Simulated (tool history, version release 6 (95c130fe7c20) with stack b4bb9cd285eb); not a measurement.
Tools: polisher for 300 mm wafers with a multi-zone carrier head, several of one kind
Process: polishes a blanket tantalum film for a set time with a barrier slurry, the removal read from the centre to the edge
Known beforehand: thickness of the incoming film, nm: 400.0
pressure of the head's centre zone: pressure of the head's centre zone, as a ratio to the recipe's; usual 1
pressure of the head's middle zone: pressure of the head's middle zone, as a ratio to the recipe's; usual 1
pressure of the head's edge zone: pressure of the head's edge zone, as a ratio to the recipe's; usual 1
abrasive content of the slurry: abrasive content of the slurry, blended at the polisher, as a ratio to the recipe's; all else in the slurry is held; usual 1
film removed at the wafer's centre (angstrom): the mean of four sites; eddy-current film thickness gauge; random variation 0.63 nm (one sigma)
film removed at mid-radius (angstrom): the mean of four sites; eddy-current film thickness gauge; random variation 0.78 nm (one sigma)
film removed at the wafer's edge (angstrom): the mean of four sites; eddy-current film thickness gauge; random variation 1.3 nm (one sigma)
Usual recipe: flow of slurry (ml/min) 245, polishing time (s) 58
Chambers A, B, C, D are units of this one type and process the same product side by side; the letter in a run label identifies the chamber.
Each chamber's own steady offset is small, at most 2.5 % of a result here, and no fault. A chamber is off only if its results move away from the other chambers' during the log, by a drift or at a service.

run	day	flow of slurry (ml/min)	pressure of the head's centre zone	pressure of the head's middle zone	pressure of the head's edge zone	abrasive content of the slurry	polishing time (s)	film removed at the wafer's centre (angstrom)	film removed at mid-radius (angstrom)	film removed at the wafer's edge (angstrom)
1C	0.267	245	1	1	1	1	58	921.88	940.65	914.48
2B	0.471	245	1	1	1	1	58	919.55	931.73	911.13
3D	0.771	245	1	1	1	1	58	905.97	908.09	914.53
# day 1.017: chamber B: worn pad replaced by a new one
4A	1.038	245	1	1	1	1	58	908.85	923.61	953.22
# day 1.046: chamber C: worn pad replaced by a new one
5B	1.208	245	1	1	1	1	58	910.09	931.04	913.79
6C	1.392	245	0.94	1	0.95	1	58	853.56	941.44	899.36
# day 1.671: chamber A: edge zone pressure recalibrated
7A	1.692	245	0.94	1	0.95	1	58	859.08	904.3	918.74
8D	2	245	0.94	1	0.95	1	58	854.82	917.61	890.69
9C	2.242	245	0.94	1	0.95	1	58	862.48	922.28	903.49
10D	2.429	245	1	1	1	1	58	913.47	904.67	921.48
11B	2.629	245	1	1	1	1	58	911.87	928.11	921.97
12A	2.925	245	1	1	1	1	58	930	930.86	939.36
13D	3.112	245	1	1	1	0.85	42	635.49	628.28	632.25
14B	3.346	245	1	1	1	0.85	42	637.69	631.24	632.05
# day 3.412: chamber C: worn pad replaced by a new one
15A	3.496	245	1	1	1	0.85	42	630.45	647.3	645.82
# day 3.779: chamber D: worn pad replaced by a new one
16C	3.8	245	1	1	1	0.85	42	635.02	647.78	615.29
# day 3.85: chamber A: worn pad replaced by a new one
17A	3.954	245	1	1	1	1	58	914.47	919.54	953.22
18B	4.133	245	1	1	1	1	70	1116.4	1119	1135.5
# day 4.179: chamber C: centre zone pressure recalibrated
# day 4.329: chamber D: centre zone pressure recalibrated
# day 4.362: chamber B: worn pad replaced by a new one
19D	4.404	245	1	1	1	1	70	1044.1	1107	1115.6
20C	4.583	245	1	1	1	1	70	1120	1138.2	1121.3
21D	4.842	245	1	1	1	1	70	1038.5	1114	1072.4
22B	5.188	245	1	1	1	1	58	935.2	934.42	896.63
23A	5.462	245	1	1	1	1	58	916.29	925.76	917.65
24C	5.788	245	1	1	1	1	58	921.01	939.9	921.06
25C	5.954	245	1	1	1	1	58	922.04	941.24	912.37
# day 5.958: chamber C: worn pad replaced by a new one
26B	6.242	245	1	1	1	1	58	926.95	934.23	922.71
27A	6.458	245	1	1	1	1	58	915.88	921.22	956.35
28D	6.704	245	1	1	1	1	58	861.98	911	920.26
29A	6.875	245	1	1	1	1	58	915.91	925.94	923.96
# day 7.208: chamber B: worn pad replaced by a new one
30B	7.208	245	1	1.1	0.95	1	58	916.16	1025	879.62
31C	7.446	245	1	1.1	0.95	1	58	904.81	1020	865.88
32D	7.708	245	1	1.1	0.95	1	58	847.57	990.06	895.67
33B	7.862	245	1	1.1	0.95	1	58	918.2	1000.9	886.05
34A	8.088	245	1	1	1	1	45	706.36	719.51	722.81
# day 8.358: chamber A: worn pad replaced by a new one
35D	8.396	245	1	1	1	1	45	669.14	714.68	686.71
36C	8.696	245	1	1	1	1	45	714.47	710.37	706.96
37A	9.038	245	1	1	1	1	45	703.99	711.82	734.64

Does one chamber stand apart from the rest, does the shared gauge drift, or is all well apart from small per-chamber offsets? Give the chamber and the most likely cause, where there is one.

Chamber D has stood off from the others ever since a service on it.
Most likely cause: centre zone's pressure below its setpoint, % = 6.28.

Below are 4 candidate recipes for chamber D's next run, each the usual settings with a change, their results shown as question marks. Which of them brings D's results back in line with what the other chambers give on the usual settings?
In-line tolerance around the mean of the other chambers on the usual settings: film removed at the wafer's centre (angstrom) 22; film removed at mid-radius (angstrom) 28; film removed at the wafer's edge (angstrom) 46
38D-1	9.283	245	1.02	1	0.99	1	58	?	?	?
38D-2	9.283	245	0.98	1	1.01	1	58	?	?	?
38D-3	9.283	240	0.95	1	1.02	1	57	?	?	?
38D-4	9.283	250	1.05	1	0.98	1	59	?	?	?

What the other chambers average on the usual settings: film removed at the wafer's centre (angstrom) 917.5; film removed at mid-radius (angstrom) 928.07; film removed at the wafer's edge (angstrom) 925.49
run	film removed at the wafer's centre (angstrom)	film removed at mid-radius (angstrom)	film removed at the wafer's edge (angstrom)
38D-1	872.5	912.04	917.12
38D-2	834.3	912.21	926.91
38D-3	789.57	894.39	914.01
38D-4	919.13	929.86	929.62
38D-4 puts the chamber back in line with the other chambers.
